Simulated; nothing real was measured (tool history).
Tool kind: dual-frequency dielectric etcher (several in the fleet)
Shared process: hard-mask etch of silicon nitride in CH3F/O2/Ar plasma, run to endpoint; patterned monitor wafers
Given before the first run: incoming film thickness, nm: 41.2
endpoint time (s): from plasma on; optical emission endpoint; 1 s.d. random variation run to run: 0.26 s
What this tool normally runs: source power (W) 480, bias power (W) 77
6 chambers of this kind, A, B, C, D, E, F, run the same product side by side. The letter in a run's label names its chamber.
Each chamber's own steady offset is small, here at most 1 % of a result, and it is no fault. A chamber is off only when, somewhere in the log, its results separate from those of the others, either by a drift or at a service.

-- hour=6.9 chamber A: wet clean of the chamber
run 1B hour=7.4 | source_power_(W)=480 bias_power_(W)=77 | endpoint_time_(s)=54.360
run 2E hour=15.8 | source_power_(W)=480 bias_power_(W)=77 | endpoint_time_(s)=54.314
run 3A hour=30.7 | source_power_(W)=480 bias_power_(W)=77 | endpoint_time_(s)=53.955
-- hour=32.6 chamber B: bias power generator calibrated
run 4D hour=41.3 | source_power_(W)=480 bias_power_(W)=77 | endpoint_time_(s)=54.110
run 5C hour=55.1 | source_power_(W)=600 bias_power_(W)=86 | endpoint_time_(s)=47.823
run 6F hour=70.1 | source_power_(W)=600 bias_power_(W)=86 | endpoint_time_(s)=48.121
run 7A hour=78.2 | source_power_(W)=600 bias_power_(W)=86 | endpoint_time_(s)=48.045
run 8E hour=87.4 | source_power_(W)=600 bias_power_(W)=86 | endpoint_time_(s)=48.037
run 9B hour=102.1 | source_power_(W)=600 bias_power_(W)=86 | endpoint_time_(s)=48.306
run 10F hour=110.6 | source_power_(W)=600 bias_power_(W)=86 | endpoint_time_(s)=47.906
-- hour=123.7 chamber B: wet clean of the chamber
run 11D hour=124.4 | source_power_(W)=480 bias_power_(W)=77 | endpoint_time_(s)=54.413
run 12C hour=137.6 | source_power_(W)=480 bias_power_(W)=77 | endpoint_time_(s)=53.856
run 13F hour=146.3 | source_power_(W)=480 bias_power_(W)=77 | endpoint_time_(s)=53.985
run 14B hour=155.2 | source_power_(W)=400 bias_power_(W)=61 | endpoint_time_(s)=63.382
-- hour=161.8 chamber E: source power generator calibrated
run 15A hour=163.3 | source_power_(W)=400 bias_power_(W)=61 | endpoint_time_(s)=63.030
run 16D hour=177.3 | source_power_(W)=400 bias_power_(W)=61 | endpoint_time_(s)=63.214
run 17C hour=189.4 | source_power_(W)=400 bias_power_(W)=61 | endpoint_time_(s)=61.774
run 18E hour=201.9 | source_power_(W)=400 bias_power_(W)=61 | endpoint_time_(s)=64.037
run 19B hour=214.3 | source_power_(W)=400 bias_power_(W)=61 | endpoint_time_(s)=63.374
run 20A hour=229.2 | source_power_(W)=480 bias_power_(W)=77 | endpoint_time_(s)=54.331
run 21F hour=236.3 | source_power_(W)=580 bias_power_(W)=77 | endpoint_time_(s)=50.541
run 22C hour=245.9 | source_power_(W)=580 bias_power_(W)=77 | endpoint_time_(s)=50.505
run 23E hour=259.6 | source_power_(W)=580 bias_power_(W)=77 | endpoint_time_(s)=51.068
run 24D hour=267.3 | source_power_(W)=580 bias_power_(W)=77 | endpoint_time_(s)=50.401
run 25A hour=278.8 | source_power_(W)=580 bias_power_(W)=77 | endpoint_time_(s)=50.288
run 26D hour=285.9 | source_power_(W)=580 bias_power_(W)=77 | endpoint_time_(s)=50.420
run 27F hour=293.9 | source_power_(W)=480 bias_power_(W)=77 | endpoint_time_(s)=54.013
run 28E hour=303.0 | source_power_(W)=480 bias_power_(W)=77 | endpoint_time_(s)=54.581
run 29C hour=311.1 | source_power_(W)=480 bias_power_(W)=77 | endpoint_time_(s)=54.210
run 30B hour=318.7 | source_power_(W)=480 bias_power_(W)=77 | endpoint_time_(s)=54.754
-- hour=321.2 chamber F: source power generator calibrated
run 31E hour=326.3 | source_power_(W)=480 bias_power_(W)=77 | endpoint_time_(s)=55.006
run 32D hour=340.1 | source_power_(W)=480 bias_power_(W)=77 | endpoint_time_(s)=54.077
-- hour=342.6 chamber F: wet clean of the chamber
run 33F hour=348.9 | source_power_(W)=480 bias_power_(W)=77 | endpoint_time_(s)=54.758
run 34B hour=364.5 | source_power_(W)=480 bias_power_(W)=77 | endpoint_time_(s)=54.240
run 35A hour=379.3 | source_power_(W)=480 bias_power_(W)=69 | endpoint_time_(s)=56.473
run 36C hour=390.6 | source_power_(W)=480 bias_power_(W)=69 | endpoint_time_(s)=56.221

Decide between three cases: one chamber stands off from its peers, the gauge reading all wafers drifts, or nothing is wrong past each chamber's small offset. Where a chamber is off, say which and what most likely put it there.

All chambers stay in line apart from their small fixed offsets, and the gauge does not drift.
